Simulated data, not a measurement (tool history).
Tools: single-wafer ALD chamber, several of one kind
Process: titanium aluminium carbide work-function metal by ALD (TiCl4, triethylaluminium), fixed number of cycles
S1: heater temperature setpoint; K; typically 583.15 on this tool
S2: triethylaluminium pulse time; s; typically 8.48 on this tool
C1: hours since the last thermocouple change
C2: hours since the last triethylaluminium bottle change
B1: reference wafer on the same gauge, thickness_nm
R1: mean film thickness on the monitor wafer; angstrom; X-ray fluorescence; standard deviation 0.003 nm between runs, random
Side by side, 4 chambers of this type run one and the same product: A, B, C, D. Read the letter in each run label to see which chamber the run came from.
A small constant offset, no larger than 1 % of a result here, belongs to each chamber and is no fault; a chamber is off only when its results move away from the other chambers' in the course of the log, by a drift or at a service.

Run 1B, day 0.296: usual settings; C1 441.9; C2 500.6; B1 2.3302. Result: R1 20.422 angstrom.
Run 2C, day 0.8: usual settings; C1 1551.6; C2 92.4; B1 2.3296. Result: R1 20.558 angstrom.
Run 3A, day 1.108: usual settings; C1 407; C2 42.4; B1 2.3294. Result: R1 20.261 angstrom.
Run 4D, day 1.354: usual settings; C1 1202.3; C2 761.1; B1 2.3294. Result: R1 20.23 angstrom.
Run 5C, day 1.804: usual settings but S1 590.15 K; C1 1575.7; C2 116.5; B1 2.3278. Result: R1 21.135 angstrom.
Run 6D, day 2.338: usual settings but S1 590.15 K; C1 1225.9; C2 784.7; B1 2.3279. Result: R1 20.779 angstrom.
Run 7A, day 2.692: usual settings but S1 590.15 K; C1 445; C2 80.4; B1 2.329. Result: R1 20.873 angstrom.
Run 8B, day 3.225: usual settings but S1 590.15 K; C1 512.2; C2 570.9; B1 2.3281. Result: R1 20.978 angstrom.
Run 9A, day 3.533: usual settings; C1 465.2; C2 100.6; B1 2.3272. Result: R1 20.284 angstrom.
Run 10B, day 3.796: usual settings; C1 525.9; C2 584.6; B1 2.3271. Result: R1 20.42 angstrom.
Run 11D, day 4.196: usual settings; C1 1270.5; C2 829.3; B1 2.3263. Result: R1 20.147 angstrom.
Run 12C, day 4.725: usual settings; C1 1645.8; C2 186.6; B1 2.3255. Result: R1 20.45 angstrom.
Run 13D, day 5.208: usual settings but S1 597.15 K, S2 5.46 s; C1 1294.8; C2 853.6; B1 2.3256. Result: R1 19.103 angstrom.
Run 14B, day 5.579: usual settings but S1 597.15 K, S2 5.46 s; C1 568.7; C2 627.4; B1 2.3252. Result: R1 19.278 angstrom.
Run 15C, day 5.854: usual settings but S1 597.15 K, S2 5.46 s; C1 1672.9; C2 213.7; B1 2.3256. Result: R1 19.507 angstrom.
Run 16A, day 6.229: usual settings but S1 597.15 K, S2 5.46 s; C1 529.9; C2 165.3; B1 2.3247. Result: R1 19.059 angstrom.
Run 17B, day 6.658: usual settings; C1 594.6; C2 653.3; B1 2.3251. Result: R1 20.36 angstrom.
Run 18C, day 7.183: usual settings; C1 1704.8; C2 245.6; B1 2.3245. Result: R1 20.503 angstrom.
Run 19A, day 7.725: usual settings; C1 565.8; C2 201.2; B1 2.3232. Result: R1 20.227 angstrom.
Run 20D, day 8.254: usual settings; C1 1367.9; C2 926.7; B1 2.323. Result: R1 20.129 angstrom.
Run 21A, day 8.592: usual settings; C1 586.6; C2 222; B1 2.3236. Result: R1 20.22 angstrom.
Run 22D, day 8.971: usual settings; C1 1385.1; C2 943.9; B1 2.3226. Result: R1 20.169 angstrom.
Run 23C, day 9.458: usual settings; C1 1759.4; C2 300.2; B1 2.3217. Result: R1 20.488 angstrom.
At day 9.862: chamber B: triethylaluminium bottle replaced.
Run 24B, day 9.879: usual settings; C1 671.9; C2 0.4; B1 2.3221. Result: R1 20.305 angstrom.
Run 25D, day 10.292: usual settings; C1 1416.8; C2 975.6; B1 2.3215. Result: R1 20.164 angstrom.
Run 26B, day 10.817: usual settings; C1 694.4; C2 22.9; B1 2.3212. Result: R1 20.308 angstrom.
Run 27A, day 11.133: usual settings; C1 647.6; C2 283; B1 2.3195. Result: R1 20.169 angstrom.
Run 28C, day 11.425: usual settings; C1 1806.6; C2 347.4; B1 2.3209. Result: R1 20.492 angstrom.
Run 29D, day 11.929: usual settings but S1 578.15 K, S2 5.97 s; C1 1456.1; C2 1014.9; B1 2.3209. Result: R1 18.12 angstrom.
Run 30C, day 12.271: usual settings but S1 578.15 K, S2 5.97 s; C1 1826.9; C2 367.7; B1 2.3199. Result: R1 18.462 angstrom.
Run 31A, day 12.779: usual settings but S1 578.15 K, S2 5.97 s; C1 687.1; C2 322.5; B1 2.3197. Result: R1 18.15 angstrom.
Run 32B, day 13.104: usual settings but S1 578.15 K, S2 5.97 s; C1 749.3; C2 77.8; B1 2.3193. Result: R1 18.355 angstrom.
Run 33D, day 13.404: usual settings; C1 1491.5; C2 1050.3; B1 2.3184. Result: R1 20.103 angstrom.
Run 34B, day 13.896: usual settings; C1 768.3; C2 96.8; B1 2.3187. Result: R1 20.329 angstrom.
Run 35A, day 14.262: usual settings; C1 722.7; C2 358.1; B1 2.3193. Result: R1 20.126 angstrom.
Run 36C, day 14.817: usual settings; C1 1888; C2 428.8; B1 2.3178. Result: R1 20.501 angstrom.
At day 15.112: chamber D: thermocouple changed; heater temperature recalibrated.
Run 37D, day 15.308: usual settings but S1 592.15 K; C1 4.7; C2 1096; B1 2.3173. Result: R1 20.902 angstrom.
Run 38A, day 15.571: usual settings but S1 592.15 K; C1 754.1; C2 389.5; B1 2.3162. Result: R1 20.908 angstrom.
Run 39C, day 15.871: usual settings but S1 592.15 K; C1 1913.3; C2 454.1; B1 2.3166. Result: R1 21.225 angstrom.
Run 40B, day 16.192: usual settings but S1 592.15 K; C1 823.4; C2 151.9; B1 2.3164. Result: R1 21.082 angstrom.

All 4 chambers run these settings next. Forecast each chamber's results:
Run 41A, day 16.596: usual settings but S2 9.89 s. Result: R1 ?.
Run 41B, day 16.596: usual settings but S2 9.89 s. Result: R1 ?.
Run 41C, day 16.596: usual settings but S2 9.89 s. Result: R1 ?.
Run 41D, day 16.596: usual settings but S2 9.89 s. Result: R1 ?.

run      R1
41A   20.58
41B  20.734
41C  20.875
41D  20.557
